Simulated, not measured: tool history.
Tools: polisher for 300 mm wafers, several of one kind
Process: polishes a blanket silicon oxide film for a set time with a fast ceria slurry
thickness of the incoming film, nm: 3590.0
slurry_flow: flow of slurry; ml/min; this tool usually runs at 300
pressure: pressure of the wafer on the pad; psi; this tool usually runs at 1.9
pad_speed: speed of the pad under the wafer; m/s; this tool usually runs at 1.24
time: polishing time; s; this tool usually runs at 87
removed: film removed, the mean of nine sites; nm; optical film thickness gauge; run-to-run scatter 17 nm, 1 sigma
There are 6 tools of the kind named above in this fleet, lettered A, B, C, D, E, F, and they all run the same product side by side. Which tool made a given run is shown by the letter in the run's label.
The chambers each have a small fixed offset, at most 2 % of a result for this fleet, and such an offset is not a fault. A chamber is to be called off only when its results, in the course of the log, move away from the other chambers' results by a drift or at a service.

-- hour=4.2 chamber C: head pressure recalibrated
run 1A hour=8.2 | slurry_flow=300 pressure=1.9 pad_speed=1.24 time=87 | removed=1190.4
run 2D hour=16.8 | slurry_flow=300 pressure=1.9 pad_speed=1.24 time=87 | removed=1205.7
-- hour=23.4 chamber D: worn pad replaced by a new one
run 3F hour=26.6 | slurry_flow=300 pressure=1.9 pad_speed=1.24 time=87 | removed=1251
run 4C hour=37 | slurry_flow=300 pressure=1.9 pad_speed=1.24 time=87 | removed=1208.4
run 5E hour=49.3 | slurry_flow=300 pressure=1.9 pad_speed=1.24 time=87 | removed=1230.9
run 6B hour=58.7 | slurry_flow=300 pressure=1.9 pad_speed=1.24 time=87 | removed=1186.7
-- hour=65.7 chamber B: worn pad replaced by a new one
run 7F hour=70.9 | slurry_flow=300 pressure=2.4 pad_speed=1.24 time=66 | removed=1183.7
-- hour=73.5 chamber F: worn pad replaced by a new one
run 8D hour=86.1 | slurry_flow=300 pressure=2.4 pad_speed=1.24 time=66 | removed=1163.6
run 9E hour=94.3 | slurry_flow=300 pressure=2.4 pad_speed=1.24 time=66 | removed=1218.1
run 10B hour=104.2 | slurry_flow=300 pressure=2.4 pad_speed=1.24 time=66 | removed=1146
run 11A hour=113.9 | slurry_flow=300 pressure=2.4 pad_speed=1.24 time=66 | removed=1122.4
-- hour=118.9 chamber F: slurry nozzle cleaned
-- hour=120.6 chamber C: worn pad replaced by a new one
run 12C hour=124.2 | slurry_flow=300 pressure=2.4 pad_speed=1.24 time=66 | removed=1177.6
-- hour=134.8 chamber E: worn pad replaced by a new one
run 13D hour=135.6 | slurry_flow=300 pressure=1.9 pad_speed=1.24 time=87 | removed=1190
-- hour=136.7 chamber A: worn pad replaced by a new one
-- hour=141.1 chamber D: worn pad replaced by a new one
run 14C hour=143.1 | slurry_flow=300 pressure=1.9 pad_speed=1.24 time=87 | removed=1188.5
run 15F hour=149.8 | slurry_flow=300 pressure=1.9 pad_speed=1.24 time=87 | removed=1225.3
run 16A hour=157.5 | slurry_flow=300 pressure=1.9 pad_speed=1.24 time=87 | removed=1180.4
run 17E hour=165.4 | slurry_flow=300 pressure=1.9 pad_speed=1.24 time=87 | removed=1269.8
run 18B hour=180.6 | slurry_flow=300 pressure=1.9 pad_speed=1.24 time=87 | removed=1231.4
-- hour=190.7 chamber B: slurry nozzle cleaned
run 19C hour=191.6 | slurry_flow=300 pressure=1.9 pad_speed=1.24 time=87 | removed=1186.2
run 20A hour=199.4 | slurry_flow=300 pressure=1.9 pad_speed=1.24 time=87 | removed=1174.2
run 21B hour=209.9 | slurry_flow=300 pressure=1.9 pad_speed=1.52 time=115 | removed=1966.1
-- hour=212.6 chamber F: worn pad replaced by a new one
run 22E hour=223.6 | slurry_flow=300 pressure=1.9 pad_speed=1.52 time=115 | removed=2084
run 23D hour=232.9 | slurry_flow=300 pressure=1.9 pad_speed=1.52 time=115 | removed=1961.9
run 24F hour=247.9 | slurry_flow=300 pressure=1.9 pad_speed=1.52 time=115 | removed=1999.4
-- hour=249.7 chamber C: slurry nozzle cleaned
run 25E hour=256.5 | slurry_flow=300 pressure=1.9 pad_speed=1.52 time=115 | removed=2075.3
-- hour=258.3 chamber D: worn pad replaced by a new one
run 26A hour=266.2 | slurry_flow=300 pressure=1.9 pad_speed=1.52 time=115 | removed=1927
-- hour=268.2 chamber B: worn pad replaced by a new one
run 27B hour=273.5 | slurry_flow=300 pressure=1.2 pad_speed=1.24 time=87 | removed=772.38
-- hour=279.5 chamber E: worn pad replaced by a new one
run 28D hour=285.1 | slurry_flow=300 pressure=1.2 pad_speed=1.24 time=87 | removed=766.77
run 29F hour=292.4 | slurry_flow=300 pressure=1.2 pad_speed=1.24 time=87 | removed=774.11
-- hour=298.1 chamber C: worn pad replaced by a new one
run 30C hour=300 | slurry_flow=300 pressure=1.2 pad_speed=1.24 time=87 | removed=771.05
run 31C hour=307 | slurry_flow=300 pressure=1.2 pad_speed=1.24 time=87 | removed=791.52
run 32F hour=314.7 | slurry_flow=300 pressure=1.2 pad_speed=1.24 time=87 | removed=756.89
run 33D hour=328.2 | slurry_flow=300 pressure=2.3 pad_speed=1.24 time=98 | removed=1635.9
-- hour=329.4 chamber A: worn pad replaced by a new one
run 34E hour=339.4 | slurry_flow=300 pressure=2.3 pad_speed=1.24 time=98 | removed=1767.5
-- hour=343.9 chamber F: worn pad replaced by a new one
run 35A hour=350.1 | slurry_flow=300 pressure=2.3 pad_speed=1.24 time=98 | removed=1623.3
run 36B hour=359.2 | slurry_flow=300 pressure=2.3 pad_speed=1.24 time=98 | removed=1597.5
run 37F hour=366.4 | slurry_flow=300 pressure=2.3 pad_speed=1.24 time=98 | removed=1685.6
-- hour=377 chamber B: head pressure recalibrated
run 38E hour=380.1 | slurry_flow=300 pressure=2.3 pad_speed=1.24 time=98 | removed=1806.5
-- hour=389 chamber A: head pressure recalibrated
-- hour=393.1 chamber D: worn pad replaced by a new one
run 39C hour=395.3 | slurry_flow=300 pressure=1.9 pad_speed=1.24 time=87 | removed=1233.8
run 40B hour=405 | slurry_flow=300 pressure=1.9 pad_speed=1.24 time=87 | removed=1244.8
run 41A hour=419.7 | slurry_flow=300 pressure=1.3 pad_speed=1.24 time=87 | removed=819.52
-- hour=425.3 chamber B: slurry nozzle cleaned
run 42D hour=430.1 | slurry_flow=300 pressure=1.3 pad_speed=1.24 time=87 | removed=823.79
-- hour=437.3 chamber B: worn pad replaced by a new one
run 43B hour=441.7 | slurry_flow=300 pressure=1.3 pad_speed=1.24 time=87 | removed=834.5

Next, every chamber runs the same settings. What will each give?
run 44A hour=452.7 | slurry_flow=300 pressure=1.9 pad_speed=1.24 time=87 | removed=?
run 44B hour=452.7 | slurry_flow=300 pressure=1.9 pad_speed=1.24 time=87 | removed=?
run 44C hour=452.7 | slurry_flow=300 pressure=1.9 pad_speed=1.24 time=87 | removed=?
run 44D hour=452.7 | slurry_flow=300 pressure=1.9 pad_speed=1.24 time=87 | removed=?
run 44E hour=452.7 | slurry_flow=300 pressure=1.9 pad_speed=1.24 time=87 | removed=?
run 44F hour=452.7 | slurry_flow=300 pressure=1.9 pad_speed=1.24 time=87 | removed=?

run=44A removed=1196
run=44B removed=1205.7
run=44C removed=1215.4
run=44D removed=1191.1
run=44E removed=1340.3
run=44F removed=1265.5
